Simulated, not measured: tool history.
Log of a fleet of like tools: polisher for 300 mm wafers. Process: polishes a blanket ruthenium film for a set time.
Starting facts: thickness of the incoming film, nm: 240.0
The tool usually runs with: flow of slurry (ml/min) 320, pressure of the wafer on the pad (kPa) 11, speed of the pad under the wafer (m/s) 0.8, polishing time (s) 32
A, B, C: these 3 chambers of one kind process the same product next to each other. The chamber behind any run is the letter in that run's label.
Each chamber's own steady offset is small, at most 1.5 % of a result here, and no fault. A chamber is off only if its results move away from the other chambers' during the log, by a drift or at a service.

| run | hour | flow of slurry (ml/min) | pressure of the wafer on the pad (kPa) | speed of the pad under the wafer (m/s) | polishing time (s) | film removed (Å) |
|---|---|---|---|---|---|---|
| 1A | 7.4 | 320 | 11 | 0.8 | 32 | 225.06 |
|  | 8.6 | chamber B: worn pad replaced by a new one |
| 2B | 13.7 | 320 | 11 | 0.8 | 32 | 225.69 |
| 3C | 20.5 | 320 | 11 | 0.8 | 32 | 226.19 |
| 4A | 29.3 | 320 | 11 | 0.8 | 32 | 225.72 |
| 5C | 34.2 | 320 | 11 | 0.8 | 32 | 223.28 |
| 6B | 42.8 | 320 | 11 | 0.8 | 32 | 227.02 |
| 7A | 52.5 | 320 | 11 | 0.8 | 32 | 225.79 |
| 8C | 60.8 | 320 | 11 | 0.8 | 32 | 223.72 |
|  | 64.9 | chamber B: slurry nozzle cleaned |
| 9B | 69.4 | 320 | 11 | 0.8 | 32 | 226.27 |
| 10A | 76.7 | 320 | 11 | 0.8 | 32 | 221.83 |
| 11B | 82.9 | 320 | 11 | 0.8 | 32 | 221.75 |
|  | 83.9 | chamber B: head pressure recalibrated |
|  | 86.9 | chamber A: worn pad replaced by a new one |
| 12C | 90.5 | 320 | 11 | 0.8 | 32 | 222.86 |
| 13C | 97.5 | 320 | 11 | 0.8 | 32 | 222.11 |
| 14A | 102.3 | 320 | 11 | 0.8 | 32 | 227.05 |
|  | 108.2 | chamber C: worn pad replaced by a new one |
|  | 109.1 | chamber A: head pressure recalibrated |
| 15B | 110.2 | 320 | 11 | 0.8 | 32 | 230.02 |
| 16B | 117.6 | 320 | 11 | 0.8 | 32 | 231.25 |
|  | 123.7 | chamber B: worn pad replaced by a new one |
| 17A | 125.6 | 375 | 11 | 0.8 | 42 | 302.95 |
| 18C | 134.7 | 375 | 11 | 0.8 | 42 | 301.51 |
| 19B | 145.3 | 375 | 11 | 0.8 | 42 | 295.54 |
| 20A | 154 | 320 | 11 | 0.8 | 32 | 223.67 |
| 21C | 163.5 | 320 | 11 | 0.8 | 32 | 226.21 |
| 22B | 169.6 | 320 | 11 | 0.8 | 32 | 227.11 |
| 23A | 174.6 | 320 | 11 | 0.8 | 32 | 222.96 |
| 24C | 181 | 320 | 11 | 0.8 | 32 | 228.48 |
| 25C | 190 | 320 | 11 | 0.98 | 32 | 274 |
| 26B | 200.4 | 320 | 11 | 0.98 | 32 | 281.46 |
| 27A | 207.9 | 320 | 11 | 0.98 | 32 | 277.55 |
| 28A | 216.6 | 320 | 11 | 0.8 | 32 | 223.69 |
| 29B | 227.5 | 320 | 11 | 0.8 | 32 | 228.2 |
|  | 228.1 | chamber A: worn pad replaced by a new one |
| 30C | 236.5 | 320 | 11 | 0.8 | 32 | 228.05 |
| 31B | 247.1 | 320 | 11 | 0.8 | 32 | 225.91 |
| 32A | 253.2 | 320 | 11 | 0.8 | 32 | 226.76 |
| 33C | 262.7 | 320 | 11 | 0.8 | 32 | 227.38 |

Predict what each chamber gives when all 3 of them run the settings below next.
| 34A | 270.6 | 320 | 11 | 0.8 | 32 | ? |
| 34B | 270.6 | 320 | 11 | 0.8 | 32 | ? |
| 34C | 270.6 | 320 | 11 | 0.8 | 32 | ? |

| run | film removed (Å) |
|---|---|
| 34A | 225.87 |
| 34B | 223.51 |
| 34C | 219.75 |
